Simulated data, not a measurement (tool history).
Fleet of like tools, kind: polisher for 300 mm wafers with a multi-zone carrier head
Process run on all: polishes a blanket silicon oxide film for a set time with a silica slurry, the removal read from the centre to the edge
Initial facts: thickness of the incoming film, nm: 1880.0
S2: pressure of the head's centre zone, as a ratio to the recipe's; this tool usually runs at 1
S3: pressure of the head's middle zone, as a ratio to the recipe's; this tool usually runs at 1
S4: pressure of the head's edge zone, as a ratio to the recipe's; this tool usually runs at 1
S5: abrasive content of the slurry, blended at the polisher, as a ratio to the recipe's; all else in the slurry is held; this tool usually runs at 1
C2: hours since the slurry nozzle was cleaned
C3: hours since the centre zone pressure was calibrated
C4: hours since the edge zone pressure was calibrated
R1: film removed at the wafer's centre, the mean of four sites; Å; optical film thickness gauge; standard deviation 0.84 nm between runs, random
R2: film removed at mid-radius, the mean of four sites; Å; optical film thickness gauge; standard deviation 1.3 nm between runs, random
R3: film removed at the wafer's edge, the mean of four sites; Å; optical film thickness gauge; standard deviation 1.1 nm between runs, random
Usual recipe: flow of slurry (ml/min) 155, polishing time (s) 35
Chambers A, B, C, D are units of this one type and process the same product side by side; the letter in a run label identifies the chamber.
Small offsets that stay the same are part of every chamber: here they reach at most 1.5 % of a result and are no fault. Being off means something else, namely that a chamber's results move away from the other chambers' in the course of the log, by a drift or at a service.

Run 1A, hour 5.4: usual settings; wafers polished on this pad 332; C2 461.7; C3 198.9; C4 765.2. Result: R1 865.58 Å, R2 867.46 Å, R3 851.82 Å.
Run 2D, hour 12.2: usual settings; wafers polished on this pad 285; C2 82.9; C3 63.7; C4 1104.3. Result: R1 856.95 Å, R2 853.82 Å, R3 876.78 Å.
Run 3C, hour 17.8: usual settings; wafers polished on this pad 490; C2 63.7; C3 688.7; C4 406.8. Result: R1 891.8 Å, R2 881.27 Å, R3 885.73 Å.
At hour 23.1: chamber B: worn pad replaced by a new one.
Run 4B, hour 24.6: usual settings; wafers polished on this pad 22; C2 367.9; C3 530.3; C4 181.1. Result: R1 869.89 Å, R2 860.2 Å, R3 871.59 Å.
Run 5A, hour 28: usual settings; wafers polished on this pad 663; C2 484.3; C3 221.5; C4 787.8. Result: R1 884.64 Å, R2 886.46 Å, R3 868.31 Å.
Run 6D, hour 33.2: usual settings; wafers polished on this pad 592; C2 103.9; C3 84.7; C4 1125.3. Result: R1 856.47 Å, R2 881.26 Å, R3 876.38 Å.
At hour 33.7: chamber A: edge zone pressure recalibrated.
At hour 36.6: chamber A: worn pad replaced by a new one.
Run 7B, hour 36.6: usual settings; wafers polished on this pad 198; C2 379.9; C3 542.3; C4 193.1. Result: R1 856.17 Å, R2 853.19 Å, R3 873.05 Å.
At hour 36.8: chamber D: worn pad replaced by a new one.
Run 8C, hour 42.5: usual settings; wafers polished on this pad 852; C2 88.4; C3 713.4; C4 431.5. Result: R1 869.55 Å, R2 869.41 Å, R3 883.33 Å.
Run 9D, hour 45.8: usual settings; wafers polished on this pad 132; C2 116.5; C3 97.3; C4 1137.9. Result: R1 869.14 Å, R2 887.27 Å, R3 892.27 Å.
Run 10C, hour 50.6: usual settings but polishing time (s) 30; wafers polished on this pad 970; C2 96.5; C3 721.5; C4 439.6. Result: R1 749.88 Å, R2 754.82 Å, R3 739.98 Å.
At hour 53.2: chamber C: worn pad replaced by a new one.
Run 11A, hour 54.3: usual settings but polishing time (s) 30; wafers polished on this pad 260; C2 510.6; C3 247.8; C4 20.6. Result: R1 743.01 Å, R2 727.74 Å, R3 734.11 Å.
Run 12B, hour 59.2: usual settings but polishing time (s) 30; wafers polished on this pad 529; C2 402.5; C3 564.9; C4 215.7. Result: R1 733.8 Å, R2 744.19 Å, R3 741.54 Å.
Run 13B, hour 63.6: usual settings but polishing time (s) 30; wafers polished on this pad 594; C2 406.9; C3 569.3; C4 220.1. Result: R1 740.6 Å, R2 737.35 Å, R3 755.99 Å.
Run 14A, hour 67.5: usual settings; wafers polished on this pad 454; C2 523.8; C3 261; C4 33.8. Result: R1 867.89 Å, R2 868.43 Å, R3 877.93 Å.
Run 15D, hour 72.5: usual settings; wafers polished on this pad 523; C2 143.2; C3 124; C4 1164.6. Result: R1 866.42 Å, R2 854.86 Å, R3 872.24 Å.
Run 16C, hour 76.2: usual settings; wafers polished on this pad 338; C2 122.1; C3 747.1; C4 465.2. Result: R1 864.74 Å, R2 869.3 Å, R3 872.52 Å.
Run 17C, hour 79.8: usual settings; wafers polished on this pad 391; C2 125.7; C3 750.7; C4 468.8. Result: R1 877.8 Å, R2 845.08 Å, R3 858.17 Å.
Run 18D, hour 84.3: usual settings; wafers polished on this pad 696; C2 155; C3 135.8; C4 1176.4. Result: R1 875.88 Å, R2 865.89 Å, R3 899.44 Å.
At hour 84.8: chamber A: worn pad replaced by a new one.
At hour 87.3: chamber D: worn pad replaced by a new one.
Run 19A, hour 88.9: usual settings; wafers polished on this pad 60; C2 545.2; C3 282.4; C4 55.2. Result: R1 860.04 Å, R2 846.29 Å, R3 845.5 Å.
At hour 94: chamber B: slurry nozzle cleaned.
Run 20B, hour 94.3: usual settings; wafers polished on this pad 1044; C2 0.4; C3 600; C4 250.8. Result: R1 849.57 Å, R2 855.33 Å, R3 876.51 Å.
Run 21C, hour 99.5: usual settings; wafers polished on this pad 680; C2 145.4; C3 770.4; C4 488.5. Result: R1 853.97 Å, R2 868.93 Å, R3 874.53 Å.
Run 22B, hour 106: usual settings; wafers polished on this pad 1215; C2 12.1; C3 611.7; C4 262.5. Result: R1 850.75 Å, R2 855.98 Å, R3 870.02 Å.
Run 23A, hour 111.2: usual settings but S2 1.05, S4 0.93; wafers polished on this pad 386; C2 567.5; C3 304.7; C4 77.5. Result: R1 912.11 Å, R2 856.35 Å, R3 832.35 Å.
At hour 114.9: chamber B: worn pad replaced by a new one.
Run 24D, hour 115.3: usual settings but S2 1.05, S4 0.93; wafers polished on this pad 410; C2 186; C3 166.8; C4 1207.4. Result: R1 906.97 Å, R2 877.31 Å, R3 836.83 Å.
Run 25C, hour 119.1: usual settings but S2 1.05, S4 0.93; wafers polished on this pad 967; C2 165; C3 790; C4 508.1. Result: R1 937.29 Å, R2 869.95 Å, R3 835.34 Å.
Run 26A, hour 123.4: usual settings but S2 1.05, S4 0.93; wafers polished on this pad 565; C2 579.7; C3 316.9; C4 89.7. Result: R1 913.69 Å, R2 835.35 Å, R3 835.24 Å.
At hour 124.1: chamber C: centre zone pressure recalibrated.
Run 27B, hour 128.1: usual settings; wafers polished on this pad 194; C2 34.2; C3 633.8; C4 284.6. Result: R1 841.9 Å, R2 844.99 Å, R3 905.34 Å.
Run 28D, hour 131.3: usual settings; wafers polished on this pad 645; C2 202; C3 182.8; C4 1223.4. Result: R1 872.17 Å, R2 893.47 Å, R3 880.31 Å.
At hour 134.8: chamber D: worn pad replaced by a new one.
At hour 136.8: chamber C: worn pad replaced by a new one.
Run 29B, hour 137.3: usual settings but flow of slurry (ml/min) 105, S2 1.07; wafers polished on this pad 328; C2 43.4; C3 643; C4 293.8. Result: R1 829.19 Å, R2 789.6 Å, R3 823.03 Å.
At hour 139.5: chamber A: worn pad replaced by a new one.
Run 30D, hour 141.6: usual settings but flow of slurry (ml/min) 105, S2 1.07; wafers polished on this pad 100; C2 212.3; C3 193.1; C4 1233.7. Result: R1 843.99 Å, R2 799.09 Å, R3 809.44 Å.
Run 31A, hour 146.4: usual settings but flow of slurry (ml/min) 105, S2 1.07; wafers polished on this pad 102; C2 602.7; C3 339.9; C4 112.7. Result: R1 850.39 Å, R2 786.1 Å, R3 809.49 Å.
Run 32C, hour 153: usual settings but flow of slurry (ml/min) 105, S2 1.07; wafers polished on this pad 238; C2 198.9; C3 28.9; C4 542. Result: R1 912.7 Å, R2 813.3 Å, R3 837.37 Å.
Run 33A, hour 157.8: usual settings; wafers polished on this pad 269; C2 614.1; C3 351.3; C4 124.1. Result: R1 866.21 Å, R2 835.58 Å, R3 855.19 Å.
Run 34C, hour 161.9: usual settings; wafers polished on this pad 369; C2 207.8; C3 37.8; C4 550.9. Result: R1 936.45 Å, R2 854.56 Å, R3 879.47 Å.
Run 35D, hour 167.6: usual settings; wafers polished on this pad 481; C2 238.3; C3 219.1; C4 1259.7. Result: R1 861.58 Å, R2 872.94 Å, R3 878.35 Å.
Run 36B, hour 173.9: usual settings but polishing time (s) 28; wafers polished on this pad 865; C2 80; C3 679.6; C4 330.4. Result: R1 687.85 Å, R2 714.13 Å, R3 704.53 Å.
Run 37A, hour 177.8: usual settings but polishing time (s) 28; wafers polished on this pad 562; C2 634.1; C3 371.3; C4 144.1. Result: R1 693.23 Å, R2 708.8 Å, R3 685.39 Å.
At hour 179.6: chamber D: worn pad replaced by a new one.
Run 38D, hour 182: usual settings but polishing time (s) 28; wafers polished on this pad 35; C2 252.7; C3 233.5; C4 1274.1. Result: R1 688.01 Å, R2 708.91 Å, R3 696 Å.
Run 39B, hour 186: usual settings but polishing time (s) 28; wafers polished on this pad 1042; C2 92.1; C3 691.7; C4 342.5. Result: R1 673.23 Å, R2 692.63 Å, R3 698.26 Å.
Run 40C, hour 192.3: usual settings; wafers polished on this pad 814; C2 238.2; C3 68.2; C4 581.3. Result: R1 924.63 Å, R2 858.1 Å, R3 849.6 Å.

For the next run the whole fleet of 4 chambers uses the same settings. Give each chamber's results:
Run 41A, hour 197.2: usual settings. Result: R1 ?, R2 ?, R3 ?.
Run 41B, hour 197.2: usual settings. Result: R1 ?, R2 ?, R3 ?.
Run 41C, hour 197.2: usual settings. Result: R1 ?, R2 ?, R3 ?.
Run 41D, hour 197.2: usual settings. Result: R1 ?, R2 ?, R3 ?.

run      R1      R2      R3
41A  869.12  857.55  866.08
41B  849.87  883.58  870.09
41C  936.65  862.72  866.67
41D  860.98  875.54  878.52
